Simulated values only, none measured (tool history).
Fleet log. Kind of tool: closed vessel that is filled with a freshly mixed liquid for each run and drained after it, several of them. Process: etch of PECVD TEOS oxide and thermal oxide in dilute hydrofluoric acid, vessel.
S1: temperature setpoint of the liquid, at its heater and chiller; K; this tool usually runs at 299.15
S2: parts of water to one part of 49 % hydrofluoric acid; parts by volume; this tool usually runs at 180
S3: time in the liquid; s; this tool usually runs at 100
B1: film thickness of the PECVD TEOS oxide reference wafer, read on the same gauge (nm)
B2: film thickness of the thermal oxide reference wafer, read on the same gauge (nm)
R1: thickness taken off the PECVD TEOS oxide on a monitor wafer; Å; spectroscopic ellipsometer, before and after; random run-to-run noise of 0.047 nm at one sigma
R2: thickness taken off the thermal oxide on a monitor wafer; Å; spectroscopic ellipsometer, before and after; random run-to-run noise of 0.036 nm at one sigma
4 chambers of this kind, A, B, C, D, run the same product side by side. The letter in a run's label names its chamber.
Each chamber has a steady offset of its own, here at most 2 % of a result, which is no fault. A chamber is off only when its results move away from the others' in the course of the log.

run,day,S1,S2,S3,B1,B2,R1,R2
1D,0.479,299.15,180,100,60.006,79.967,75.507,24.739
2A,0.729,299.15,180,100,60.012,79.982,74.986,25.687
3B,1.229,299.15,180,100,60.029,79.960,74.953,24.456
4C,1.525,299.15,180,100,60.024,79.996,76.465,25.141
5D,1.888,299.15,180,100,60.002,79.997,74.854,25.137
# day 1.917: chamber C: hydrofluoric acid flow meter replaced
6C,2.238,299.15,180,100,59.970,79.997,74.636,24.883
7B,2.500,299.15,180,100,60.012,79.991,74.830,24.839
8A,2.779,299.15,180,100,60.002,79.993,75.355,24.406
9C,3.067,299.15,180,100,59.984,79.981,75.162,24.564
10B,3.317,299.15,250,135,60.003,80.023,67.308,22.682
11A,3.658,299.15,250,135,60.022,79.990,68.508,22.106
12D,3.967,299.15,250,135,60.008,79.991,67.906,22.268
13C,4.204,299.15,250,135,59.998,80.001,67.049,22.455
14D,4.454,299.15,180,100,59.988,79.962,75.175,24.408
15A,4.775,299.15,180,100,59.984,79.975,75.064,25.278
16B,5.225,299.15,180,100,59.995,80.026,77.133,25.562
17A,5.625,299.15,180,100,60.046,80.022,75.288,24.734
18D,5.904,299.15,180,100,59.996,80.019,76.102,24.330
19C,6.412,299.15,180,100,59.987,79.997,75.872,24.525
20B,6.838,299.15,180,100,59.981,79.983,77.055,25.420
21D,7.179,299.15,180,100,60.001,80.022,74.163,24.515
22C,7.671,299.15,180,100,59.994,79.984,74.998,24.175
23A,7.929,299.15,235,100,59.974,80.000,54.640,18.158
24B,8.296,299.15,235,100,59.983,80.003,55.693,18.384
25A,8.588,299.15,235,100,60.018,79.986,54.060,18.073
26B,9.092,299.15,235,100,60.000,80.019,56.681,18.837
27D,9.342,299.15,180,100,59.990,80.008,75.280,25.281
28C,9.712,304.15,180,100,59.972,80.012,89.524,30.264
29C,9.950,304.15,180,100,59.982,79.986,91.038,29.635
30A,10.342,304.15,180,100,60.030,80.001,89.281,30.014
# day 10.646: chamber C: thermometer replaced
31D,10.779,304.15,180,100,59.988,79.997,89.244,28.753
32B,11.088,299.15,180,100,59.980,80.015,80.911,26.555
33B,11.421,299.15,125,130,59.999,80.026,161.590,52.242
# day 11.575: chamber A: hydrofluoric acid flow meter replaced
34D,11.762,299.15,125,130,60.029,80.056,148.520,48.009
35C,12.046,299.15,125,130,59.996,80.008,153.000,49.876
36A,12.504,299.15,125,130,60.007,80.022,149.630,50.196

What goes on in this fleet: one chamber off, a drifting gauge, or nothing beyond the chambers' own small offsets? Name the chamber and the cause, if any.

One chamber, B, drifts off from the rest bit by bit.
Most likely cause: liquid hotter than its thermometer reads (K) = 2.12.
It could be hard to tell apart here from: hydrofluoric acid flow above the setpoint (%).

Chamber B could run next with any of the 4 candidate recipes listed below; each alters the usual settings, and their results appear as question marks. Which one brings its results back in line with what the other chambers deliver on the usual settings?
To be in line, a result may differ from the other chambers' mean on the usual settings by at most: R1 1.600 Å; R2 1.300 Å
37B-1,12.875,299.15,175,105,,,?,?
37B-2,12.875,299.15,185,95,,,?,?
37B-3,12.875,299.15,190,90,,,?,?
37B-4,12.875,299.15,170,110,,,?,?

On the usual settings, the other chambers give on average: R1 75.253 Å; R2 24.731 Å
run,R1,R2
37B-1,88.500,29.237
37B-2,74.770,24.701
37B-3,68.532,22.640
37B-4,96.075,31.739
Change 37B-2 lands the chamber within the allowed miss of the other chambers.

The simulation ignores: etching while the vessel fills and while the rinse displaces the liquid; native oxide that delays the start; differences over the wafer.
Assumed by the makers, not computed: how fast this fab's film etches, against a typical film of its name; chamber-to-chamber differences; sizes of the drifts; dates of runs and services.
